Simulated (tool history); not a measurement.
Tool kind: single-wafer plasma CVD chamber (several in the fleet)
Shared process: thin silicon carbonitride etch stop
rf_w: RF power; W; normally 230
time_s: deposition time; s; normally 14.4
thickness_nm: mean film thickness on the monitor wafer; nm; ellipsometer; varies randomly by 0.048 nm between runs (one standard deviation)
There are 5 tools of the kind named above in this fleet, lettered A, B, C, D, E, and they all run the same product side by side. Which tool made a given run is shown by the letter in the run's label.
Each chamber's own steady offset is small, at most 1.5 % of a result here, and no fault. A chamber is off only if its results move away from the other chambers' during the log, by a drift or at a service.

run,hour,rf_w,time_s,"read-back reference wafer on the same gauge, thickness_nm",thickness_nm
1D,3.0,230,14.4,10.242,8.6458
2B,7.4,230,14.4,10.256,8.4756
3E,12.6,230,14.4,10.233,8.4730
4A,19.0,230,14.4,10.248,8.5530
5C,22.5,230,14.4,10.253,8.5864
6E,27.9,230,14.4,10.236,8.4829
7C,34.2,230,14.4,10.253,8.5629
8D,38.2,230,14.4,10.226,8.4947
9B,43.9,230,14.4,10.237,8.5152
10A,49.7,230,14.4,10.249,8.5616
11B,55.7,230,14.4,10.245,8.4659
12A,62.2,230,14.4,10.243,8.7068
13C,67.2,230,14.4,10.246,8.6118
14D,72.7,230,14.4,10.245,8.4896
15E,78.8,230,14.4,10.245,8.5490
16B,85.7,230,14.4,10.246,8.5121
17E,90.4,230,14.4,10.236,8.3997
18A,96.8,230,14.4,10.240,8.6714
19C,102.2,230,14.4,10.248,8.5720
20D,108.6,230,14.4,10.240,8.6174
21A,112.1,230,14.4,10.245,8.6507
22B,117.0,230,14.4,10.228,8.4707
23E,122.2,230,14.4,10.255,8.4759
24D,126.6,230,14.4,10.247,8.5469
25C,132.8,230,14.4,10.233,8.5688
26D,139.6,230,14.4,10.247,8.6206
27E,144.6,230,14.4,10.245,8.4078
28C,149.7,230,14.4,10.230,8.6108
29B,154.5,230,14.4,10.243,8.4398
30A,160.9,230,14.4,10.229,8.6337
31A,164.1,230,14.4,10.227,8.6729
32B,168.6,230,14.4,10.235,8.4280
33D,174.1,230,14.4,10.233,8.5273
34C,178.3,230,14.4,10.248,8.6078
35E,184.1,230,14.4,10.244,8.5385
36C,188.3,230,14.4,10.242,8.6832
37E,193.4,230,14.4,10.252,8.4442

The same settings go to every chamber for the next run, one line per chamber below. Forecast the results for each:
38A,198.3,230,17.2,,?
38B,198.3,230,17.2,,?
38C,198.3,230,17.2,,?
38D,198.3,230,17.2,,?
38E,198.3,230,17.2,,?

run,thickness_nm
38A,10.2800
38B,10.1300
38C,10.3360
38D,10.2340
38E,10.1900
